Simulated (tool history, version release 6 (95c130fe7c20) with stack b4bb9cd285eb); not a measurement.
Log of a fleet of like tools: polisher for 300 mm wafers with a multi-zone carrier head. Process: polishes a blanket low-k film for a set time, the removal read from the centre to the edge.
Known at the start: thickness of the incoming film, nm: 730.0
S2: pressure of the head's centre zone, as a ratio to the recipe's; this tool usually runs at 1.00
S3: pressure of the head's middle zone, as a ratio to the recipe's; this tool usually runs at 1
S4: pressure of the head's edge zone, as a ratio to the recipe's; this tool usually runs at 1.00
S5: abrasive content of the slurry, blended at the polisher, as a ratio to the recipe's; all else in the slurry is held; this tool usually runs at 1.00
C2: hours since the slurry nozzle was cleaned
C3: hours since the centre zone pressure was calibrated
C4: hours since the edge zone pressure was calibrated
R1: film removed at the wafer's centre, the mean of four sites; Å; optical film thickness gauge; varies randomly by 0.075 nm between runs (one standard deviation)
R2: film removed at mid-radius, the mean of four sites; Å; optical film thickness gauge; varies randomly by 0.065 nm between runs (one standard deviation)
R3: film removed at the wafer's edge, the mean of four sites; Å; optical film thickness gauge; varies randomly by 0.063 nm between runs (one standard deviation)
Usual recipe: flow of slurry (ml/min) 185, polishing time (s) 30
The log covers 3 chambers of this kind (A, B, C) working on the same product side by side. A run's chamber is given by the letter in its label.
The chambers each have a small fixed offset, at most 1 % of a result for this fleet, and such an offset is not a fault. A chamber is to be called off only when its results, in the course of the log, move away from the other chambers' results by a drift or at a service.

Run 1B, hour 10.4: usual settings; wafers polished on this pad 714; C2 362.6; C3 1151.4; C4 82.4. Result: R1 89.430 Å, R2 89.398 Å, R3 88.279 Å.
At hour 10.9: chamber C: worn pad replaced by a new one.
At hour 14.1: chamber A: worn pad replaced by a new one.
Run 2A, hour 16.9: usual settings; wafers polished on this pad 33; C2 167.8; C3 994.1; C4 276.2. Result: R1 88.666 Å, R2 88.837 Å, R3 90.539 Å.
Run 3C, hour 22.9: usual settings; wafers polished on this pad 142; C2 50.9; C3 466.3; C4 105.7. Result: R1 89.211 Å, R2 88.620 Å, R3 89.501 Å.
At hour 27.7: chamber A: centre zone pressure recalibrated.
Run 4B, hour 32.0: usual settings; wafers polished on this pad 969; C2 384.2; C3 1173.0; C4 104.0. Result: R1 87.931 Å, R2 88.901 Å, R3 88.330 Å.
Run 5A, hour 41.9: usual settings; wafers polished on this pad 328; C2 192.8; C3 14.2; C4 301.2. Result: R1 89.505 Å, R2 89.111 Å, R3 89.272 Å.
Run 6C, hour 46.4: usual settings; wafers polished on this pad 420; C2 74.4; C3 489.8; C4 129.2. Result: R1 89.415 Å, R2 89.174 Å, R3 90.793 Å.
Run 7B, hour 51.3: usual settings but S2 1.11, S5 0.75; wafers polished on this pad 1197; C2 403.5; C3 1192.3; C4 123.3. Result: R1 86.864 Å, R2 77.492 Å, R3 76.665 Å.
At hour 59.6: chamber B: worn pad replaced by a new one.
Run 8C, hour 61.6: usual settings but S2 1.11, S5 0.75; wafers polished on this pad 599; C2 89.6; C3 505.0; C4 144.4. Result: R1 86.719 Å, R2 76.731 Å, R3 77.464 Å.
At hour 64.1: chamber C: worn pad replaced by a new one.
At hour 64.3: chamber A: worn pad replaced by a new one.
Run 9A, hour 69.8: usual settings but S2 1.11, S5 0.75; wafers polished on this pad 65; C2 220.7; C3 42.1; C4 329.1. Result: R1 86.501 Å, R2 78.665 Å, R3 78.931 Å.
Run 10A, hour 76.8: usual settings; wafers polished on this pad 148; C2 227.7; C3 49.1; C4 336.1. Result: R1 88.318 Å, R2 88.654 Å, R3 89.929 Å.
Run 11C, hour 85.2: usual settings; wafers polished on this pad 249; C2 113.2; C3 528.6; C4 168.0. Result: R1 89.643 Å, R2 88.316 Å, R3 90.470 Å.
At hour 88.1: chamber A: slurry nozzle cleaned.
At hour 88.4: chamber C: centre zone pressure recalibrated.
Run 12B, hour 92.5: usual settings; wafers polished on this pad 389; C2 444.7; C3 1233.5; C4 164.5. Result: R1 91.082 Å, R2 88.487 Å, R3 89.883 Å.
Run 13C, hour 101.5: usual settings; wafers polished on this pad 442; C2 129.5; C3 13.2; C4 184.3. Result: R1 89.901 Å, R2 87.609 Å, R3 89.221 Å.
Run 14A, hour 108.7: usual settings; wafers polished on this pad 525; C2 20.6; C3 81.0; C4 368.0. Result: R1 88.953 Å, R2 88.620 Å, R3 90.007 Å.
At hour 108.9: chamber C: worn pad replaced by a new one.
At hour 108.9: chamber A: worn pad replaced by a new one.
Run 15B, hour 114.9: usual settings; wafers polished on this pad 654; C2 467.1; C3 1255.9; C4 186.9. Result: R1 88.709 Å, R2 89.080 Å, R3 89.602 Å.
Run 16C, hour 123.4: usual settings; wafers polished on this pad 171; C2 151.4; C3 35.1; C4 206.2. Result: R1 89.229 Å, R2 89.107 Å, R3 89.203 Å.
Run 17B, hour 131.7: usual settings; wafers polished on this pad 852; C2 483.9; C3 1272.7; C4 203.7. Result: R1 88.819 Å, R2 89.406 Å, R3 88.957 Å.
Run 18A, hour 140.4: usual settings; wafers polished on this pad 372; C2 52.3; C3 112.7; C4 399.7. Result: R1 88.906 Å, R2 88.804 Å, R3 90.452 Å.
At hour 146.1: chamber B: centre zone pressure recalibrated.
Run 19B, hour 147.6: usual settings; wafers polished on this pad 1040; C2 499.8; C3 1.5; C4 219.6. Result: R1 95.970 Å, R2 87.661 Å, R3 88.461 Å.
At hour 150.4: chamber A: edge zone pressure recalibrated.
At hour 152.6: chamber A: worn pad replaced by a new one.
Run 20C, hour 152.6: usual settings but flow of slurry (ml/min) 130, S2 0.95; wafers polished on this pad 516; C2 180.6; C3 64.3; C4 235.4. Result: R1 79.812 Å, R2 83.464 Å, R3 85.107 Å.
At hour 159.8: chamber C: worn pad replaced by a new one.
Run 21A, hour 161.1: usual settings but flow of slurry (ml/min) 130, S2 0.95; wafers polished on this pad 101; C2 73.0; C3 133.4; C4 10.8. Result: R1 79.484 Å, R2 82.830 Å, R3 85.003 Å.
Run 22B, hour 168.4: usual settings but flow of slurry (ml/min) 130, S2 0.95; wafers polished on this pad 1286; C2 520.6; C3 22.3; C4 240.4. Result: R1 83.122 Å, R2 83.162 Å, R3 83.767 Å.
Run 23A, hour 173.1: usual settings; wafers polished on this pad 243; C2 85.0; C3 145.4; C4 22.8. Result: R1 89.795 Å, R2 88.444 Å, R3 90.101 Å.
Run 24C, hour 178.0: usual settings; wafers polished on this pad 215; C2 206.0; C3 89.7; C4 260.8. Result: R1 90.157 Å, R2 89.075 Å, R3 89.907 Å.
At hour 179.3: chamber B: worn pad replaced by a new one.
At hour 184.1: chamber B: slurry nozzle cleaned.
Run 25C, hour 185.9: usual settings; wafers polished on this pad 308; C2 213.9; C3 97.6; C4 268.7. Result: R1 88.061 Å, R2 88.070 Å, R3 89.320 Å.
Run 26A, hour 195.7: usual settings but S4 0.91; wafers polished on this pad 509; C2 107.6; C3 168.0; C4 45.4. Result: R1 87.809 Å, R2 88.126 Å, R3 85.290 Å.
At hour 198.9: chamber A: worn pad replaced by a new one.
Run 27B, hour 205.8: usual settings but S4 0.91; wafers polished on this pad 313; C2 21.7; C3 59.7; C4 277.8. Result: R1 95.312 Å, R2 88.894 Å, R3 85.284 Å.
At hour 207.6: chamber C: worn pad replaced by a new one.
Run 28B, hour 216.0: usual settings but S4 0.91; wafers polished on this pad 433; C2 31.9; C3 69.9; C4 288.0. Result: R1 95.635 Å, R2 89.660 Å, R3 83.603 Å.
Run 29A, hour 222.1: usual settings; wafers polished on this pad 275; C2 134.0; C3 194.4; C4 71.8. Result: R1 88.814 Å, R2 87.998 Å, R3 89.583 Å.
Run 30C, hour 231.2: usual settings; wafers polished on this pad 279; C2 259.2; C3 142.9; C4 314.0. Result: R1 90.100 Å, R2 87.887 Å, R3 90.487 Å.

Each of the 3 chambers runs these same settings next. Fill in every chamber's results:
Run 31A, hour 238.7: usual settings. Result: R1 ?, R2 ?, R3 ?.
Run 31B, hour 238.7: usual settings. Result: R1 ?, R2 ?, R3 ?.
Run 31C, hour 238.7: usual settings. Result: R1 ?, R2 ?, R3 ?.

run      R1      R2      R3
31A  88.524  88.826  90.355
31B  95.057  88.758  88.334
31C  90.440  88.737  89.749

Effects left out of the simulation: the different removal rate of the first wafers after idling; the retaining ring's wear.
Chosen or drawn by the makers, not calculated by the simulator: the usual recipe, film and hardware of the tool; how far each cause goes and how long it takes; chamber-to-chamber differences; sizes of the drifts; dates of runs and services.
